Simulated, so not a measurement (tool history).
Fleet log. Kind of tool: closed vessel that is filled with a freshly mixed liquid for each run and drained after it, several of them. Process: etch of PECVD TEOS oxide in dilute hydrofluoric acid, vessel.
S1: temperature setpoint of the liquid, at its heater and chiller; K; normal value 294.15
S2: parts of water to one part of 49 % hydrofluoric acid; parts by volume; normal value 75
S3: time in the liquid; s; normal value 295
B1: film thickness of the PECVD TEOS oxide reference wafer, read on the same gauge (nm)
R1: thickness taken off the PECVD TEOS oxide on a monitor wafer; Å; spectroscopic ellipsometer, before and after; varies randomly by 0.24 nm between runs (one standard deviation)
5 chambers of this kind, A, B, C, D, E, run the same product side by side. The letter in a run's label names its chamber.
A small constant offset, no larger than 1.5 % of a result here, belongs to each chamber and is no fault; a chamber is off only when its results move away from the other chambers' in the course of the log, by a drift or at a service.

-- day=0.204 chamber A: hydrofluoric acid flow meter replaced
run 1A day=0.567 | S1=294.15 S2=75 S3=295 | B1=30.001 | R1=306.72
run 2D day=0.971 | S1=294.15 S2=75 S3=295 | B1=30.021 | R1=307.68
run 3E day=1.279 | S1=294.15 S2=75 S3=295 | B1=29.976 | R1=308.56
run 4C day=1.575 | S1=294.15 S2=75 S3=295 | B1=30.025 | R1=311.56
run 5B day=2.088 | S1=294.15 S2=75 S3=295 | B1=30.071 | R1=312.22
run 6D day=2.583 | S1=294.15 S2=75 S3=295 | B1=29.992 | R1=299.07
run 7A day=3.017 | S1=294.15 S2=105 S3=295 | B1=29.947 | R1=215.14
run 8E day=3.512 | S1=294.15 S2=105 S3=295 | B1=30.034 | R1=214.79
run 9C day=3.796 | S1=294.15 S2=105 S3=295 | B1=30.031 | R1=211.36
run 10B day=4.242 | S1=294.15 S2=105 S3=295 | B1=29.989 | R1=213.72
run 11B day=4.750 | S1=294.15 S2=105 S3=295 | B1=29.994 | R1=209.85
run 12E day=5.025 | S1=290.15 S2=100 S3=295 | B1=30.016 | R1=192.81
run 13A day=5.542 | S1=290.15 S2=100 S3=295 | B1=30.023 | R1=190.30
run 14D day=5.821 | S1=290.15 S2=100 S3=295 | B1=30.014 | R1=186.53
run 15C day=6.388 | S1=290.15 S2=100 S3=295 | B1=30.033 | R1=186.12
-- day=6.612 chamber E: thermometer replaced
run 16D day=6.792 | S1=290.15 S2=100 S3=295 | B1=29.983 | R1=185.14
run 17C day=7.333 | S1=294.15 S2=75 S3=295 | B1=30.008 | R1=306.62
-- day=7.617 chamber D: thermometer replaced
run 18A day=7.650 | S1=294.15 S2=75 S3=295 | B1=30.017 | R1=305.41
run 19B day=8.112 | S1=294.15 S2=75 S3=295 | B1=29.946 | R1=302.55
run 20E day=8.642 | S1=294.15 S2=75 S3=295 | B1=30.004 | R1=309.69
run 21A day=8.912 | S1=294.15 S2=75 S3=295 | B1=30.018 | R1=309.15
run 22E day=9.183 | S1=294.15 S2=75 S3=295 | B1=29.996 | R1=312.43
run 23D day=9.583 | S1=294.15 S2=75 S3=295 | B1=30.038 | R1=308.32
run 24C day=10.171 | S1=294.15 S2=75 S3=295 | B1=30.054 | R1=303.43
run 25B day=10.521 | S1=294.15 S2=75 S3=295 | B1=29.994 | R1=311.11
run 26E day=10.938 | S1=294.15 S2=75 S3=295 | B1=29.993 | R1=313.21
run 27B day=11.529 | S1=294.15 S2=75 S3=295 | B1=30.024 | R1=305.69
run 28C day=11.962 | S1=294.15 S2=75 S3=295 | B1=30.020 | R1=304.54
run 29D day=12.312 | S1=294.15 S2=75 S3=295 | B1=30.049 | R1=318.39
run 30A day=12.662 | S1=294.15 S2=75 S3=295 | B1=30.016 | R1=309.12
run 31B day=13.246 | S1=294.15 S2=100 S3=155 | B1=30.017 | R1=117.16
run 32D day=13.733 | S1=294.15 S2=100 S3=155 | B1=30.029 | R1=124.24
run 33C day=14.017 | S1=294.15 S2=100 S3=155 | B1=29.964 | R1=117.33
run 34A day=14.517 | S1=294.15 S2=100 S3=155 | B1=30.006 | R1=118.14
run 35E day=14.804 | S1=294.15 S2=100 S3=155 | B1=30.011 | R1=119.74
run 36B day=15.079 | S1=294.15 S2=75 S3=160 | B1=29.986 | R1=165.71
run 37E day=15.479 | S1=294.15 S2=75 S3=160 | B1=29.977 | R1=170.36
run 38C day=15.792 | S1=294.15 S2=75 S3=160 | B1=30.007 | R1=167.07
run 39A day=16.308 | S1=294.15 S2=75 S3=160 | B1=30.018 | R1=167.76
run 40D day=16.850 | S1=294.15 S2=75 S3=160 | B1=29.997 | R1=177.23
run 41D day=17.204 | S1=294.15 S2=75 S3=295 | B1=29.969 | R1=323.44
run 42A day=17.683 | S1=294.15 S2=75 S3=295 | B1=30.018 | R1=311.61
run 43B day=18.058 | S1=294.15 S2=75 S3=295 | B1=29.968 | R1=308.32
-- day=18.221 chamber E: hydrofluoric acid flow meter replaced
run 44E day=18.421 | S1=294.15 S2=75 S3=295 | B1=29.997 | R1=312.51

All 5 chambers run these settings next. Forecast each chamber's results:
run 45A day=18.846 | S1=294.15 S2=75 S3=295 | R1=?
run 45B day=18.846 | S1=294.15 S2=75 S3=295 | R1=?
run 45C day=18.846 | S1=294.15 S2=75 S3=295 | R1=?
run 45D day=18.846 | S1=294.15 S2=75 S3=295 | R1=?
run 45E day=18.846 | S1=294.15 S2=75 S3=295 | R1=?

run=45A R1=308.96
run=45B R1=305.15
run=45C R1=307.67
run=45D R1=330.41
run=45E R1=311.89

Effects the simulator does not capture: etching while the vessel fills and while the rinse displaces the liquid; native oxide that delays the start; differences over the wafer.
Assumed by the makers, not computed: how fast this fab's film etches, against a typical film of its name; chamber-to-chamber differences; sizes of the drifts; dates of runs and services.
